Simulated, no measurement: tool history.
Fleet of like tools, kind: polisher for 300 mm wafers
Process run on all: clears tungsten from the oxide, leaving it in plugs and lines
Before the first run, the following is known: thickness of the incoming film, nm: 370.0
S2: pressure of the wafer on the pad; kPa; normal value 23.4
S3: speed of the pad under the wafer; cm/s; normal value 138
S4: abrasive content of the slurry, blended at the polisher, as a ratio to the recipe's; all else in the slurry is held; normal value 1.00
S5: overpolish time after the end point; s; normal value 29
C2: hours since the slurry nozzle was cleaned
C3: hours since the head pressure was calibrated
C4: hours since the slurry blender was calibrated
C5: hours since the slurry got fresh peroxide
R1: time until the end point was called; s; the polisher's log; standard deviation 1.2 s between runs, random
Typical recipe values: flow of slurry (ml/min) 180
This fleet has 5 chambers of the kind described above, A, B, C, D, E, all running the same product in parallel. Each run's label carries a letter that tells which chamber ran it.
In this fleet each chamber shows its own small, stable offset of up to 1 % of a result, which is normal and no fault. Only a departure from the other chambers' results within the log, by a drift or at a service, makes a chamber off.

Run 1A, hour 10.0: usual settings; wafers polished on this pad 894; C2 739.4; C3 487.2; C4 41.3; C5 68.4. Result: R1 61.654 s.
Run 2B, hour 17.2: usual settings; wafers polished on this pad 239; C2 167.4; C3 145.1; C4 48.6; C5 160.6. Result: R1 62.728 s.
At hour 19.6: chamber B: slurry tank refilled with fresh slurry and peroxide.
Run 3E, hour 29.5: usual settings; wafers polished on this pad 897; C2 526.7; C3 586.5; C4 345.4; C5 31.8. Result: R1 60.553 s.
At hour 32.0: chamber D: worn pad replaced by a new one.
At hour 34.1: chamber E: worn pad replaced by a new one.
Run 4C, hour 35.9: usual settings; wafers polished on this pad 675; C2 499.5; C3 202.8; C4 230.7; C5 62.5. Result: R1 61.920 s.
At hour 41.6: chamber A: worn pad replaced by a new one.
Run 5D, hour 42.4: usual settings; wafers polished on this pad 122; C2 195.1; C3 1274.7; C4 90.1; C5 104.0. Result: R1 63.247 s.
Run 6D, hour 48.3: usual settings; wafers polished on this pad 191; C2 201.0; C3 1280.6; C4 96.0; C5 109.9. Result: R1 60.198 s.
At hour 53.0: chamber E: slurry nozzle cleaned.
Run 7A, hour 54.4: usual settings but S3 160 cm/s; wafers polished on this pad 150; C2 783.8; C3 531.6; C4 85.7; C5 112.8. Result: R1 55.583 s.
At hour 59.2: chamber C: slurry tank refilled with fresh slurry and peroxide.
At hour 61.2: chamber D: head pressure recalibrated.
Run 8B, hour 61.5: usual settings but S3 160 cm/s; wafers polished on this pad 758; C2 211.7; C3 189.4; C4 92.9; C5 41.9. Result: R1 53.964 s.
At hour 67.6: chamber B: worn pad replaced by a new one.
Run 9E, hour 68.9: usual settings but S3 160 cm/s; wafers polished on this pad 408; C2 16.0; C3 625.9; C4 384.8; C5 71.2. Result: R1 54.029 s.
At hour 70.6: chamber D: slurry tank refilled with fresh slurry and peroxide.
At hour 71.0: chamber A: slurry tank refilled with fresh slurry and peroxide.
At hour 74.5: chamber A: slurry nozzle cleaned.
Run 10C, hour 80.3: usual settings but S3 160 cm/s; wafers polished on this pad 1195; C2 543.9; C3 247.2; C4 275.1; C5 21.1. Result: R1 53.834 s.
Run 11A, hour 87.4: usual settings but S3 160 cm/s; wafers polished on this pad 536; C2 13.0; C3 564.6; C4 118.7; C5 16.4. Result: R1 53.655 s.
At hour 95.7: chamber C: worn pad replaced by a new one.
Run 12B, hour 98.2: usual settings; wafers polished on this pad 359; C2 248.4; C3 226.1; C4 129.6; C5 78.6. Result: R1 61.487 s.
At hour 103.0: chamber E: slurry tank refilled with fresh slurry and peroxide.
At hour 109.8: chamber D: slurry nozzle cleaned.
Run 13D, hour 111.4: usual settings; wafers polished on this pad 930; C2 1.7; C3 50.3; C4 159.1; C5 40.8. Result: R1 63.328 s.
Run 14C, hour 122.8: usual settings; wafers polished on this pad 317; C2 586.4; C3 289.7; C4 317.6; C5 63.6. Result: R1 62.649 s.
At hour 130.6: chamber E: worn pad replaced by a new one.
At hour 132.9: chamber C: slurry tank refilled with fresh slurry and peroxide.
Run 15E, hour 135.9: usual settings; wafers polished on this pad 63; C2 83.0; C3 692.9; C4 451.8; C5 32.9. Result: R1 61.441 s.
At hour 137.3: chamber B: worn pad replaced by a new one.
At hour 143.1: chamber D: worn pad replaced by a new one.
Run 16E, hour 144.0: usual settings; wafers polished on this pad 158; C2 91.1; C3 701.0; C4 459.9; C5 41.0. Result: R1 64.648 s.
Run 17D, hour 153.2: usual settings; wafers polished on this pad 118; C2 43.5; C3 92.1; C4 200.9; C5 82.6. Result: R1 62.408 s.
Run 18C, hour 159.6: usual settings; wafers polished on this pad 748; C2 623.2; C3 326.5; C4 354.4; C5 26.7. Result: R1 60.489 s.
At hour 164.3: chamber A: worn pad replaced by a new one.
Run 19B, hour 166.8: usual settings; wafers polished on this pad 346; C2 317.0; C3 294.7; C4 198.2; C5 147.2. Result: R1 60.806 s.
At hour 170.6: chamber A: slurry blender recalibrated.
Run 20A, hour 173.9: usual settings; wafers polished on this pad 112; C2 99.5; C3 651.1; C4 3.3; C5 102.9. Result: R1 62.107 s.
At hour 174.0: chamber B: slurry blender recalibrated.
At hour 176.1: chamber E: head pressure recalibrated.
At hour 179.4: chamber D: slurry tank refilled with fresh slurry and peroxide.
Run 21D, hour 180.2: usual settings; wafers polished on this pad 434; C2 70.5; C3 119.1; C4 227.9; C5 0.9. Result: R1 62.455 s.
At hour 187.5: chamber A: slurry tank refilled with fresh slurry and peroxide.
Run 22B, hour 191.4: usual settings; wafers polished on this pad 634; C2 341.6; C3 319.3; C4 17.4; C5 171.8. Result: R1 65.799 s.
At hour 191.6: chamber E: slurry blender recalibrated.
At hour 193.5: chamber B: worn pad replaced by a new one.
At hour 203.1: chamber C: slurry tank refilled with fresh slurry and peroxide.
Run 23E, hour 203.4: usual settings; wafers polished on this pad 853; C2 150.5; C3 27.4; C4 11.9; C5 100.4. Result: R1 63.119 s.
At hour 208.6: chamber B: slurry tank refilled with fresh slurry and peroxide.
At hour 212.4: chamber C: head pressure recalibrated.
At hour 213.8: chamber C: worn pad replaced by a new one.
Run 24A, hour 216.1: usual settings; wafers polished on this pad 607; C2 141.7; C3 693.3; C4 45.5; C5 28.6. Result: R1 62.673 s.
At hour 216.5: chamber E: worn pad replaced by a new one.
At hour 220.7: chamber E: slurry tank refilled with fresh slurry and peroxide.
At hour 221.5: chamber C: slurry blender recalibrated.
Run 25C, hour 223.2: usual settings but S3 186 cm/s, S4 1.15; wafers polished on this pad 110; C2 686.8; C3 10.9; C4 1.7; C5 20.2. Result: R1 44.697 s.
At hour 226.4: chamber B: slurry nozzle cleaned.
At hour 229.2: chamber D: worn pad replaced by a new one.
Run 26A, hour 231.0: usual settings but S3 186 cm/s, S4 1.15; wafers polished on this pad 781; C2 156.6; C3 708.2; C4 60.4; C5 43.5. Result: R1 46.040 s.
Run 27D, hour 244.1: usual settings but S3 186 cm/s, S4 1.15; wafers polished on this pad 174; C2 134.4; C3 183.0; C4 291.8; C5 64.8. Result: R1 43.977 s.
Run 28B, hour 250.0: usual settings but S3 186 cm/s, S4 1.15; wafers polished on this pad 662; C2 23.7; C3 377.9; C4 76.0; C5 41.4. Result: R1 44.543 s.
Run 29C, hour 256.4: usual settings but S3 186 cm/s, S4 1.15; wafers polished on this pad 499; C2 720.0; C3 44.1; C4 34.9; C5 53.4. Result: R1 45.656 s.
Run 30E, hour 269.4: usual settings; wafers polished on this pad 620; C2 216.5; C3 93.4; C4 77.9; C5 48.7. Result: R1 62.977 s.

All 5 chambers run these settings next. Forecast each chamber's results:
Run 31A, hour 278.9: usual settings but S2 29.0 kPa. Result: R1 ?.
Run 31B, hour 278.9: usual settings but S2 29.0 kPa. Result: R1 ?.
Run 31C, hour 278.9: usual settings but S2 29.0 kPa. Result: R1 ?.
Run 31D, hour 278.9: usual settings but S2 29.0 kPa. Result: R1 ?.
Run 31E, hour 278.9: usual settings but S2 29.0 kPa. Result: R1 ?.

run      R1
31A  50.362
31B  51.873
31C  49.349
31D  52.356
31E  51.042

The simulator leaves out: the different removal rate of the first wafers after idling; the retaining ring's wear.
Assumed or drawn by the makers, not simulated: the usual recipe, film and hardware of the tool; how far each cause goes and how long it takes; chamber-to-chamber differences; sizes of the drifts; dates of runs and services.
